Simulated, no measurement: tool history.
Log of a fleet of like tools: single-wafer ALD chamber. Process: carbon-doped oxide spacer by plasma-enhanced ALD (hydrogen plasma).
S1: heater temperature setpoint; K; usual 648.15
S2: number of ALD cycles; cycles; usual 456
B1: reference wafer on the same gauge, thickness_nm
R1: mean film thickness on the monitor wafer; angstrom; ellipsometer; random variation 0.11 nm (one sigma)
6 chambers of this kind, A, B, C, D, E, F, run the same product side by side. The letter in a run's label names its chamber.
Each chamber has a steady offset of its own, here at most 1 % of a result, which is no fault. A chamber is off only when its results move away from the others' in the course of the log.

run   hour      S1   S2      B1      R1
 1C    5.4  648.15  456  25.203  228.75
 2D   13.1  648.15  456  25.220  226.06
 3B   21.1  648.15  456  25.196  229.17
 4A   28.7  648.15  456  25.216  227.25
 5F   34.2  648.15  456  25.245  228.00
 6E   43.1  648.15  456  25.210  230.17
 7D   51.8  648.15  456  25.212  227.65
 8B   58.0  648.15  456  25.188  227.78
 9F   63.7  640.15  540  25.228  270.47
10C   69.0  640.15  540  25.192  274.26
11E   78.2  640.15  540  25.175  270.23
      78.7  -- chamber A: thermocouple changed; heater temperature recalibrated
12A   84.9  640.15  540  25.206  272.51
13A   89.3  640.15  540  25.184  268.90
14B   93.7  640.15  540  25.193  270.39
15D   99.6  648.15  456  25.182  226.31
16F  103.8  648.15  456  25.196  225.73
17E  109.3  648.15  456  25.202  227.88
18C  117.5  648.15  456  25.220  227.29
19C  127.0  648.15  456  25.180  229.59
20D  134.0  648.15  456  25.167  226.52
21E  141.0  648.15  456  25.232  228.40
22B  149.8  648.15  456  25.217  228.05
23F  156.9  648.15  510  25.172  252.92
24A  166.0  648.15  510  25.205  258.64
25F  172.9  648.15  510  25.197  255.19
26C  178.2  648.15  510  25.185  256.04
27D  185.9  648.15  510  25.196  252.84
28B  193.3  648.15  510  25.188  254.41
29A  201.5  648.15  456  25.204  227.65
30E  210.4  648.15  456  25.231  229.45
31F  215.7  648.15  456  25.168  226.51
32B  223.7  648.15  456  25.166  227.37
33A  227.9  648.15  456  25.220  227.79
34C  232.4  648.15  456  25.212  228.33
35D  240.8  648.15  456  25.181  226.31
36E  248.0  648.15  456  25.167  230.00
37B  255.3  648.15  456  25.230  229.35
38E  263.3  648.15  456  25.201  227.33
39D  271.2  648.15  456  25.207  227.26
40F  278.5  648.15  456  25.159  224.54
41C  285.7  648.15  456  25.193  228.83

Is one chamber off against the others, does the gauge drift, or is nothing wrong? If a chamber is off, say which, and what the likeliest cause is.

No chamber stands off beyond its own small offset, and the gauge holds steady.

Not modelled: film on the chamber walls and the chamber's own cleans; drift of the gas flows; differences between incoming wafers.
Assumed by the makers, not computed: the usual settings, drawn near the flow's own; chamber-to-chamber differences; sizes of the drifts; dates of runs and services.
